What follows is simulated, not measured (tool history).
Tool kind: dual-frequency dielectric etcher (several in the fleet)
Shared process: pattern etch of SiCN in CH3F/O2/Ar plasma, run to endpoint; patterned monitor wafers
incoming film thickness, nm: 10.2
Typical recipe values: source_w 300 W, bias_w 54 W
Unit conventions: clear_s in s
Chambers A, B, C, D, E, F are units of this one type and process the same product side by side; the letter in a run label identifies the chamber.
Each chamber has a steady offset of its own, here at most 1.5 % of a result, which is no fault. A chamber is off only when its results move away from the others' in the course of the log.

{"run": "1A", "hour": 7.1, "source_w": 300, "bias_w": 54, "clear_s": 33.999}
{"run": "2C", "hour": 13.8, "source_w": 300, "bias_w": 54, "clear_s": 33.919}
{"run": "3D", "hour": 21.5, "source_w": 300, "bias_w": 54, "clear_s": 33.292}
{"hour": 24.0, "done": "chamber D: wet clean of the chamber"}
{"run": "4F", "hour": 28.0, "source_w": 300, "bias_w": 54, "clear_s": 33.457}
{"run": "5E", "hour": 34.9, "source_w": 300, "bias_w": 54, "clear_s": 33.564}
{"run": "6B", "hour": 42.3, "source_w": 300, "bias_w": 54, "clear_s": 34.096}
{"run": "7A", "hour": 51.5, "source_w": 300, "bias_w": 54, "clear_s": 33.587}
{"run": "8C", "hour": 61.5, "source_w": 300, "bias_w": 54, "clear_s": 33.666}
{"run": "9E", "hour": 70.1, "source_w": 360, "bias_w": 54, "clear_s": 31.196}
{"run": "10D", "hour": 75.4, "source_w": 360, "bias_w": 54, "clear_s": 31.609}
{"run": "11B", "hour": 83.1, "source_w": 360, "bias_w": 54, "clear_s": 31.693}
{"run": "12F", "hour": 90.8, "source_w": 360, "bias_w": 54, "clear_s": 31.443}
{"run": "13B", "hour": 96.8, "source_w": 360, "bias_w": 54, "clear_s": 31.724}
{"run": "14A", "hour": 103.6, "source_w": 360, "bias_w": 54, "clear_s": 31.293}
{"run": "15F", "hour": 108.8, "source_w": 330, "bias_w": 54, "clear_s": 32.1}
{"run": "16D", "hour": 114.6, "source_w": 330, "bias_w": 54, "clear_s": 31.978}
{"run": "17C", "hour": 123.3, "source_w": 330, "bias_w": 54, "clear_s": 32.593}
{"run": "18E", "hour": 131.6, "source_w": 330, "bias_w": 54, "clear_s": 32.54}
{"run": "19D", "hour": 139.0, "source_w": 330, "bias_w": 54, "clear_s": 32.139}
{"run": "20B", "hour": 144.5, "source_w": 330, "bias_w": 54, "clear_s": 33.042}
{"run": "21C", "hour": 153.1, "source_w": 300, "bias_w": 54, "clear_s": 34.159}
{"run": "22F", "hour": 160.6, "source_w": 300, "bias_w": 54, "clear_s": 33.467}
{"run": "23E", "hour": 170.1, "source_w": 300, "bias_w": 54, "clear_s": 33.342}
{"run": "24A", "hour": 178.8, "source_w": 300, "bias_w": 54, "clear_s": 34.028}
{"run": "25D", "hour": 186.8, "source_w": 300, "bias_w": 54, "clear_s": 33.617}
{"run": "26C", "hour": 196.5, "source_w": 300, "bias_w": 54, "clear_s": 33.537}
{"run": "27E", "hour": 203.1, "source_w": 300, "bias_w": 54, "clear_s": 33.269}
{"hour": 205.3, "done": "chamber A: wet clean of the chamber"}
{"run": "28B", "hour": 209.9, "source_w": 300, "bias_w": 54, "clear_s": 33.633}
{"hour": 211.6, "done": "chamber E: wet clean of the chamber"}
{"run": "29A", "hour": 219.6, "source_w": 300, "bias_w": 41, "clear_s": 36.572}
{"run": "30F", "hour": 225.2, "source_w": 300, "bias_w": 41, "clear_s": 36.12}
{"run": "31A", "hour": 230.1, "source_w": 300, "bias_w": 41, "clear_s": 37.071}
{"run": "32E", "hour": 235.0, "source_w": 300, "bias_w": 41, "clear_s": 36.303}
{"run": "33C", "hour": 244.8, "source_w": 300, "bias_w": 41, "clear_s": 36.48}
{"run": "34D", "hour": 254.1, "source_w": 300, "bias_w": 41, "clear_s": 37.239}
{"run": "35B", "hour": 262.4, "source_w": 240, "bias_w": 47, "clear_s": 38.519}
{"run": "36F", "hour": 272.6, "source_w": 240, "bias_w": 47, "clear_s": 37.797}
{"run": "37C", "hour": 280.0, "source_w": 240, "bias_w": 47, "clear_s": 38.293}
{"run": "38A", "hour": 286.8, "source_w": 240, "bias_w": 47, "clear_s": 38.131}
{"hour": 295.8, "done": "chamber D: source power generator calibrated"}
{"run": "39D", "hour": 297.1, "source_w": 240, "bias_w": 47, "clear_s": 37.739}
{"run": "40F", "hour": 306.5, "source_w": 240, "bias_w": 47, "clear_s": 37.912}
{"run": "41B", "hour": 311.4, "source_w": 300, "bias_w": 54, "clear_s": 33.948}

Has any chamber moved away from the others, gradually or after a service, or does the common gauge drift, or do the chambers differ only by their own small steady offsets? State the chamber and the most likely cause if one applies.

No chamber is off and the gauge is stable; the differences are just each chamber's small, constant offset.
